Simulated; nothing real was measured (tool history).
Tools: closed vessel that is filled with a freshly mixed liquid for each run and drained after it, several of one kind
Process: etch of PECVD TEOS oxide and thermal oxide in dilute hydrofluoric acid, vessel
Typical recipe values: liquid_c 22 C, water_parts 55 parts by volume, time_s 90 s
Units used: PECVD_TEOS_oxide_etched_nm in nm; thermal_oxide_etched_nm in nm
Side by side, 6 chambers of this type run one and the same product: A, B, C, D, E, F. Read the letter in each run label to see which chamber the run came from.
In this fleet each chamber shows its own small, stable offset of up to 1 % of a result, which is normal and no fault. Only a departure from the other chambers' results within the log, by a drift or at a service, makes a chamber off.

run	hour	liquid_c	water_parts	time_s	hours since the thermometer was replaced	hours since the hydrofluoric acid flow meter was replaced	read-back film thickness of the PECVD TEOS oxide reference wafer, read on the same gauge (nm)	read-back film thickness of the thermal oxide reference wafer, read on the same gauge (nm)	PECVD_TEOS_oxide_etched_nm	thermal_oxide_etched_nm
1A	8.5	22	55	90	1861.7	1053.2	130.00	50.002	21.511	7.3901
2D	21.8	22	55	90	236.0	1066.2	129.99	50.010	21.436	7.4218
3F	33.9	22	55	90	395.0	416.2	130.03	49.988	21.519	7.4843
4B	45.0	22	55	90	1007.6	1648.2	130.00	50.025	21.328	7.3759
5E	55.1	22	55	90	1792.5	594.3	130.01	50.013	21.336	7.3628
6C	67.8	22	55	90	96.4	634.1	129.99	50.028	21.568	7.4453
7C	77.0	22	25	110	105.6	643.3	130.00	50.002	60.621	20.9700
8A	91.0	22	25	110	1944.2	1135.7	130.00	50.004	60.728	20.9120
9E	101.8	22	25	110	1839.2	641.0	130.01	50.005	58.723	20.3410
10D	109.6	22	25	110	323.8	1154.0	130.00	49.986	60.656	21.0230
11B	123.1	22	25	110	1085.7	1726.3	130.01	50.013	58.196	20.2390
# hour 135.0: chamber D: hydrofluoric acid flow meter replaced
12F	136.2	22	25	110	497.3	518.5	130.00	49.976	61.223	21.2710
13A	147.6	22	55	90	2000.8	1192.3	129.99	49.982	21.366	7.4153
14C	154.2	22	55	90	182.8	720.5	130.00	50.007	21.513	7.4224
15E	160.2	22	55	90	1897.6	699.4	130.02	50.013	21.412	7.4567
16F	169.4	22	55	90	530.5	551.7	130.01	49.999	21.320	7.5443
17D	179.7	22	75	90	393.9	44.7	129.99	50.000	15.242	5.3628
18B	190.5	22	75	90	1153.1	1793.7	130.03	49.973	15.354	5.3474
19F	196.6	22	75	90	557.7	578.9	130.00	49.987	15.164	5.2990
20D	205.1	22	75	90	419.3	70.1	129.97	49.988	15.232	5.3285
21C	213.1	22	75	90	241.7	779.4	129.99	49.992	15.347	5.3008
22E	220.5	22	75	90	1957.9	759.7	130.02	49.995	15.322	5.3464
23B	233.8	22	55	90	1196.4	1837.0	130.01	50.004	21.242	7.4654
24A	247.3	22	55	90	2100.5	1292.0	129.99	49.996	21.511	7.3288
25F	259.2	22	55	140	620.3	641.5	129.99	50.010	33.552	11.6170
# hour 266.1: chamber B: hydrofluoric acid flow meter replaced
26A	270.1	22	55	140	2123.3	1314.8	130.03	49.989	33.243	11.4750
27E	282.1	22	55	140	2019.5	821.3	129.99	50.015	33.142	11.4660
28B	295.8	22	55	140	1258.4	29.8	129.99	50.025	33.194	11.5380
29C	303.5	22	55	140	332.1	869.8	129.98	50.003	33.608	11.6540
30D	310.9	22	55	140	525.1	175.9	129.99	50.007	33.173	11.7090
31A	321.4	22	55	90	2174.6	1366.1	129.99	50.005	21.574	7.3476
32C	327.9	22	55	90	356.5	894.2	130.02	49.996	21.424	7.4309
33F	341.7	22	55	90	702.8	724.0	130.03	49.993	21.399	7.4572
# hour 346.4: chamber D: thermometer replaced
34B	349.1	22	55	90	1311.7	83.1	129.99	49.992	21.293	7.3301
35D	361.6	22	55	90	15.2	226.6	129.97	49.988	21.488	7.4683
36E	372.1	22	55	90	2109.5	911.3	129.98	49.991	21.500	7.4117
37B	382.0	22	55	90	1344.6	116.0	130.00	50.010	21.397	7.3982
# hour 384.3: chamber A: thermometer replaced
38D	390.3	22	55	90	43.9	255.3	130.01	50.008	21.381	7.4755
39C	402.8	22	55	90	431.4	969.1	130.00	50.015	21.532	7.3972
40A	409.4	22	70	90	25.1	1454.1	129.99	49.980	16.531	5.6924
41E	422.1	22	70	90	2159.5	961.3	129.97	50.029	16.612	5.7310
42F	431.9	22	70	90	793.0	814.2	130.00	50.018	16.580	5.7371
43A	439.7	22	70	90	55.4	1484.4	130.01	49.962	16.673	5.6812
44D	452.9	22	70	90	106.5	317.9	130.00	49.998	16.485	5.7514

Is one chamber out of step, is the gauge drifting, or do the chambers differ by no more than their own small offsets? For an off chamber, give its letter and the likeliest cause.

Beyond each chamber's small constant offset nothing stands out, and the gauge stays steady.

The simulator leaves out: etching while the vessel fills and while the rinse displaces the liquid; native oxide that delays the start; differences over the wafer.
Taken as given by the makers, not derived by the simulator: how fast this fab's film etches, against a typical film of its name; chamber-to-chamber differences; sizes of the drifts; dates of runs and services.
